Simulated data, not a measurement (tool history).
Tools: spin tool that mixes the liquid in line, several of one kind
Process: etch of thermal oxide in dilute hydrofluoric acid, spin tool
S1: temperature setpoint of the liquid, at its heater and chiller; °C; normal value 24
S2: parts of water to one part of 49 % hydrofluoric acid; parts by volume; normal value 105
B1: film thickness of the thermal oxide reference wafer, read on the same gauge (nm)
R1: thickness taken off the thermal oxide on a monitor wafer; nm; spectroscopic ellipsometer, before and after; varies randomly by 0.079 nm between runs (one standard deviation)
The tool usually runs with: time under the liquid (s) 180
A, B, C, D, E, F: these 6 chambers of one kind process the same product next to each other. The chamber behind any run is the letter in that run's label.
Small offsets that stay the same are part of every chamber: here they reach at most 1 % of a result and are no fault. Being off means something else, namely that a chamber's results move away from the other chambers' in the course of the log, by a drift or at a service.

run 1B hour=2.8 | S1=24 S2=105 time_under_the_liquid_(s)=180 | B1=140 | R1=8.0209
-- hour=6.3 chamber B: hydrofluoric acid flow meter replaced
run 2A hour=6.7 | S1=24 S2=105 time_under_the_liquid_(s)=180 | B1=139.99 | R1=8.2039
run 3D hour=9.3 | S1=24 S2=105 time_under_the_liquid_(s)=180 | B1=139.98 | R1=8.015
run 4F hour=11.6 | S1=24 S2=105 time_under_the_liquid_(s)=180 | B1=140.04 | R1=7.9787
run 5E hour=14.4 | S1=24 S2=105 time_under_the_liquid_(s)=180 | B1=140.01 | R1=8.0505
run 6C hour=16.7 | S1=24 S2=105 time_under_the_liquid_(s)=180 | B1=140.01 | R1=8.1863
run 7F hour=19.7 | S1=24 S2=105 time_under_the_liquid_(s)=180 | B1=139.99 | R1=8.0411
run 8E hour=23.7 | S1=24 S2=105 time_under_the_liquid_(s)=180 | B1=139.99 | R1=7.9817
run 9C hour=26.4 | S1=19.5 S2=105 time_under_the_liquid_(s)=180 | B1=140 | R1=6.6985
run 10A hour=28.9 | S1=19.5 S2=105 time_under_the_liquid_(s)=180 | B1=140.01 | R1=6.6815
run 11D hour=32.7 | S1=19.5 S2=105 time_under_the_liquid_(s)=180 | B1=139.99 | R1=6.7172
run 12B hour=36.3 | S1=19.5 S2=105 time_under_the_liquid_(s)=180 | B1=140 | R1=6.7203
run 13E hour=41.2 | S1=19.5 S2=105 time_under_the_liquid_(s)=180 | B1=140.01 | R1=6.5845
run 14A hour=45.5 | S1=19.5 S2=105 time_under_the_liquid_(s)=180 | B1=140.02 | R1=6.8325
run 15B hour=48.1 | S1=24 S2=105 time_under_the_liquid_(s)=180 | B1=140 | R1=8.0469
run 16C hour=51.7 | S1=24 S2=105 time_under_the_liquid_(s)=180 | B1=139.99 | R1=8.0682
run 17F hour=54.5 | S1=24 S2=105 time_under_the_liquid_(s)=180 | B1=140 | R1=7.8775
run 18D hour=58.7 | S1=24 S2=105 time_under_the_liquid_(s)=180 | B1=140.02 | R1=8.0761
run 19B hour=62.8 | S1=24 S2=105 time_under_the_liquid_(s)=180 | B1=140 | R1=7.9586
run 20F hour=66.9 | S1=24 S2=105 time_under_the_liquid_(s)=180 | B1=140 | R1=7.7244
run 21D hour=69.1 | S1=24 S2=105 time_under_the_liquid_(s)=180 | B1=139.98 | R1=8.0188
run 22E hour=71.9 | S1=24 S2=105 time_under_the_liquid_(s)=180 | B1=140.01 | R1=7.9122
run 23A hour=74.2 | S1=24 S2=105 time_under_the_liquid_(s)=180 | B1=140.03 | R1=8.1373
run 24C hour=77.7 | S1=24 S2=105 time_under_the_liquid_(s)=180 | B1=139.98 | R1=8.0123
run 25B hour=82.8 | S1=24 S2=105 time_under_the_liquid_(s)=180 | B1=139.99 | R1=7.9269
run 26D hour=87.3 | S1=21 S2=130 time_under_the_liquid_(s)=180 | B1=139.99 | R1=5.5676
run 27C hour=91.7 | S1=21 S2=130 time_under_the_liquid_(s)=180 | B1=140 | R1=5.7035
run 28F hour=94.9 | S1=21 S2=130 time_under_the_liquid_(s)=180 | B1=140 | R1=5.2261
run 29A hour=98.3 | S1=21 S2=130 time_under_the_liquid_(s)=180 | B1=139.99 | R1=5.6656
run 30E hour=103.3 | S1=21 S2=130 time_under_the_liquid_(s)=180 | B1=140.01 | R1=5.6574
run 31B hour=106.4 | S1=21 S2=130 time_under_the_liquid_(s)=180 | B1=139.98 | R1=5.6956
run 32D hour=109.4 | S1=24 S2=105 time_under_the_liquid_(s)=180 | B1=140 | R1=7.972
run 33E hour=114 | S1=24 S2=105 time_under_the_liquid_(s)=180 | B1=139.99 | R1=8.0828
run 34F hour=118.4 | S1=24 S2=105 time_under_the_liquid_(s)=180 | B1=140.01 | R1=7.2311
run 35C hour=123.3 | S1=24 S2=105 time_under_the_liquid_(s)=180 | B1=140.01 | R1=8.1142
run 36A hour=126.9 | S1=24 S2=105 time_under_the_liquid_(s)=180 | B1=139.99 | R1=8.0155
run 37D hour=129.2 | S1=24 S2=105 time_under_the_liquid_(s)=180 | B1=139.99 | R1=8.1418
run 38B hour=134.2 | S1=24 S2=105 time_under_the_liquid_(s)=180 | B1=139.98 | R1=8.0366
run 39F hour=138.6 | S1=20 S2=135 time_under_the_liquid_(s)=180 | B1=140.02 | R1=4.4769
run 40A hour=141 | S1=20 S2=135 time_under_the_liquid_(s)=180 | B1=140 | R1=5.2764

What goes on in this fleet: one chamber off, a drifting gauge, or nothing beyond the chambers' own small offsets? Name the chamber and the cause, if any.

Little by little, chamber F moves away from the other chambers.
What lies behind it: hydrofluoric acid flow below the setpoint (%) = 11.4.

Which of the 4 candidates below, each the usual settings with something changed and its results left as question marks, puts chamber F back in line with what the other chambers give on the usual settings?
To be in line, a result may differ from the other chambers' mean on the usual settings by at most: R1 0.28 nm
run 41F-1 hour=144.7 | S1=17 S2=105 time_under_the_liquid_(s)=180 | R1=?
run 41F-2 hour=144.7 | S1=24 S2=105 time_under_the_liquid_(s)=155 | R1=?
run 41F-3 hour=144.7 | S1=24 S2=100 time_under_the_liquid_(s)=195 | R1=?
run 41F-4 hour=144.7 | S1=24.5 S2=95 time_under_the_liquid_(s)=210 | R1=?

Mean of the other chambers on the usual settings: R1 8.0725 nm
run=41F-1 R1=5.2303
run=41F-2 R1=5.9835
run=41F-3 R1=7.9638
run=41F-4 R1=9.2769
With 41F-3, the chamber falls back in line with the rest.
